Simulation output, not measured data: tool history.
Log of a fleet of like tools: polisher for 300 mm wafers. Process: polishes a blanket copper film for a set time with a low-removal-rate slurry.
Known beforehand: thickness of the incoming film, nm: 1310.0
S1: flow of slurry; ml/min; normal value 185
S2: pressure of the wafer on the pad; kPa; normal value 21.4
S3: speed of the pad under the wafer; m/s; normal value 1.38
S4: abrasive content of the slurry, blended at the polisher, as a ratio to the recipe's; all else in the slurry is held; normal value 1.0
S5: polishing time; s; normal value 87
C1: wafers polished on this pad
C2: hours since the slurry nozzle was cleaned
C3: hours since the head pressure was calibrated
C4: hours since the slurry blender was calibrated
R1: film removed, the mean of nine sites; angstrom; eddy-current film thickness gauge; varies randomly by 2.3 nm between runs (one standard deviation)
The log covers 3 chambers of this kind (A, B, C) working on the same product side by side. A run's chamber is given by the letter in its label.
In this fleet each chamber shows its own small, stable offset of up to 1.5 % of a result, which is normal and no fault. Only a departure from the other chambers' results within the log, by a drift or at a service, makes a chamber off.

{"run": "1A", "day": 0.562, "S1": 185, "S2": 21.4, "S3": 1.38, "S4": 1.0, "S5": 87, "C1": 489, "C2": 316.2, "C3": 185.1, "C4": 282.1, "R1": 3410.0}
{"run": "2B", "day": 0.867, "S1": 185, "S2": 21.4, "S3": 1.38, "S4": 1.0, "S5": 87, "C1": 516, "C2": 138.3, "C3": 108.6, "C4": 50.1, "R1": 3415.4}
{"run": "3C", "day": 1.254, "S1": 185, "S2": 21.4, "S3": 1.38, "S4": 1.0, "S5": 87, "C1": 1308, "C2": 461.7, "C3": 692.9, "C4": 74.0, "R1": 3389.4}
{"run": "4A", "day": 1.538, "S1": 185, "S2": 21.4, "S3": 1.38, "S4": 1.0, "S5": 87, "C1": 615, "C2": 339.6, "C3": 208.5, "C4": 305.5, "R1": 3398.8}
{"run": "5C", "day": 2.092, "S1": 185, "S2": 21.4, "S3": 1.38, "S4": 1.0, "S5": 87, "C1": 1415, "C2": 481.8, "C3": 713.0, "C4": 94.1, "R1": 3342.1}
{"run": "6B", "day": 2.412, "S1": 185, "S2": 21.4, "S3": 1.38, "S4": 1.0, "S5": 87, "C1": 715, "C2": 175.4, "C3": 145.7, "C4": 87.2, "R1": 3386.4}
{"run": "7C", "day": 2.938, "S1": 185, "S2": 21.4, "S3": 1.38, "S4": 1.0, "S5": 61, "C1": 1524, "C2": 502.1, "C3": 733.3, "C4": 114.4, "R1": 2378.0}
{"day": 3.054, "done": "chamber C: worn pad replaced by a new one"}
{"run": "8A", "day": 3.25, "S1": 185, "S2": 21.4, "S3": 1.38, "S4": 1.0, "S5": 61, "C1": 835, "C2": 380.7, "C3": 249.6, "C4": 346.6, "R1": 2376.9}
{"day": 3.412, "done": "chamber A: worn pad replaced by a new one"}
{"run": "9B", "day": 3.692, "S1": 185, "S2": 21.4, "S3": 1.38, "S4": 1.0, "S5": 61, "C1": 879, "C2": 206.1, "C3": 176.4, "C4": 117.9, "R1": 2384.7}
{"day": 3.808, "done": "chamber C: slurry blender recalibrated"}
{"run": "10C", "day": 4.221, "S1": 185, "S2": 21.4, "S3": 1.38, "S4": 1.0, "S5": 87, "C1": 150, "C2": 532.9, "C3": 764.1, "C4": 10.0, "R1": 3351.5}
{"run": "11B", "day": 4.767, "S1": 185, "S2": 21.4, "S3": 1.38, "S4": 1.0, "S5": 87, "C1": 1018, "C2": 231.9, "C3": 202.2, "C4": 143.7, "R1": 3395.5}
{"day": 4.921, "done": "chamber B: slurry blender recalibrated"}
{"day": 5.271, "done": "chamber B: worn pad replaced by a new one"}
{"run": "12A", "day": 5.308, "S1": 185, "S2": 21.4, "S3": 1.38, "S4": 1.0, "S5": 87, "C1": 244, "C2": 430.1, "C3": 299.0, "C4": 396.0, "R1": 3377.9}
{"run": "13B", "day": 5.783, "S1": 185, "S2": 21.4, "S3": 1.38, "S4": 1.0, "S5": 87, "C1": 66, "C2": 256.3, "C3": 226.6, "C4": 20.8, "R1": 3421.8}
{"run": "14C", "day": 6.042, "S1": 185, "S2": 21.4, "S3": 1.38, "S4": 1.0, "S5": 87, "C1": 384, "C2": 576.6, "C3": 807.8, "C4": 53.7, "R1": 3336.3}
{"run": "15A", "day": 6.317, "S1": 185, "S2": 21.4, "S3": 1.38, "S4": 1.0, "S5": 87, "C1": 373, "C2": 454.3, "C3": 323.2, "C4": 420.2, "R1": 3340.3}
{"run": "16A", "day": 6.812, "S1": 185, "S2": 21.4, "S3": 1.38, "S4": 1.0, "S5": 87, "C1": 437, "C2": 466.2, "C3": 335.1, "C4": 432.1, "R1": 3389.0}
{"day": 7.071, "done": "chamber A: slurry blender recalibrated"}
{"run": "17C", "day": 7.221, "S1": 185, "S2": 21.4, "S3": 1.38, "S4": 1.0, "S5": 87, "C1": 536, "C2": 604.9, "C3": 836.1, "C4": 82.0, "R1": 3342.4}
{"run": "18B", "day": 7.471, "S1": 185, "S2": 21.4, "S3": 1.38, "S4": 1.0, "S5": 87, "C1": 283, "C2": 296.8, "C3": 267.1, "C4": 61.3, "R1": 3421.4}
{"run": "19C", "day": 7.938, "S1": 185, "S2": 21.4, "S3": 1.38, "S4": 1.0, "S5": 87, "C1": 628, "C2": 622.1, "C3": 853.3, "C4": 99.2, "R1": 3388.9}
{"run": "20B", "day": 8.283, "S1": 185, "S2": 21.4, "S3": 1.38, "S4": 1.0, "S5": 87, "C1": 387, "C2": 316.3, "C3": 286.6, "C4": 80.8, "R1": 3408.5}
{"run": "21A", "day": 8.725, "S1": 185, "S2": 21.4, "S3": 1.38, "S4": 1.0, "S5": 87, "C1": 683, "C2": 512.1, "C3": 381.0, "C4": 39.8, "R1": 3309.6}
{"run": "22A", "day": 9.088, "S1": 230, "S2": 21.4, "S3": 1.38, "S4": 1.0, "S5": 87, "C1": 729, "C2": 520.8, "C3": 389.7, "C4": 48.5, "R1": 3369.9}
{"day": 9.354, "done": "chamber A: worn pad replaced by a new one"}
{"day": 9.433, "done": "chamber C: slurry blender recalibrated"}
{"run": "23B", "day": 9.512, "S1": 230, "S2": 21.4, "S3": 1.38, "S4": 1.0, "S5": 87, "C1": 545, "C2": 345.8, "C3": 316.1, "C4": 110.3, "R1": 3484.0}
{"run": "24C", "day": 9.979, "S1": 230, "S2": 21.4, "S3": 1.38, "S4": 1.0, "S5": 87, "C1": 890, "C2": 671.1, "C3": 902.3, "C4": 13.1, "R1": 3433.7}
{"run": "25A", "day": 10.379, "S1": 185, "S2": 21.4, "S3": 1.38, "S4": 1.0, "S5": 87, "C1": 131, "C2": 551.8, "C3": 420.7, "C4": 79.5, "R1": 3250.4}
{"run": "26C", "day": 10.788, "S1": 185, "S2": 21.4, "S3": 1.38, "S4": 1.0, "S5": 87, "C1": 994, "C2": 690.5, "C3": 921.7, "C4": 32.5, "R1": 3330.3}
{"run": "27B", "day": 11.175, "S1": 185, "S2": 21.4, "S3": 1.38, "S4": 1.0, "S5": 87, "C1": 759, "C2": 385.7, "C3": 356.0, "C4": 150.2, "R1": 3400.9}

Read the log: is a single chamber off, either drifting away or since a service, is the gauge that measures every chamber drifting, or is nothing wrong beyond small per-chamber offsets? Name any odd chamber and what most likely caused it.

One chamber, A, drifts off from the rest bit by bit.
Cause: slurry flow missing at the pad, % = 30.7.
It could be hard to tell apart here from: head's pressure below its setpoint, %.

Which of the 4 candidates below, each the usual settings with something changed and its results left as question marks, puts chamber A back in line with what the other chambers give on the usual settings?
A result is in line if it is within this distance of the other chambers' mean on the usual settings: R1 81.0 angstrom
{"run": "28A-1", "day": 11.588, "S1": 185, "S2": 21.4, "S3": 1.38, "S4": 1.0, "S5": 86, "R1": "?"}
{"run": "28A-2", "day": 11.588, "S1": 185, "S2": 20.7, "S3": 1.36, "S4": 1.0, "S5": 86, "R1": "?"}
{"run": "28A-3", "day": 11.588, "S1": 185, "S2": 21.4, "S3": 1.38, "S4": 1.0, "S5": 88, "R1": "?"}
{"run": "28A-4", "day": 11.588, "S1": 185, "S2": 21.4, "S3": 1.38, "S4": 1.0, "S5": 92, "R1": "?"}

Mean of the other chambers on the usual settings: R1 3372.4 angstrom
run=28A-1 R1=3154.8
run=28A-2 R1=3006.6
run=28A-3 R1=3228.2
run=28A-4 R1=3374.9
Change 28A-4 lands the chamber within the allowed miss of the other chambers.

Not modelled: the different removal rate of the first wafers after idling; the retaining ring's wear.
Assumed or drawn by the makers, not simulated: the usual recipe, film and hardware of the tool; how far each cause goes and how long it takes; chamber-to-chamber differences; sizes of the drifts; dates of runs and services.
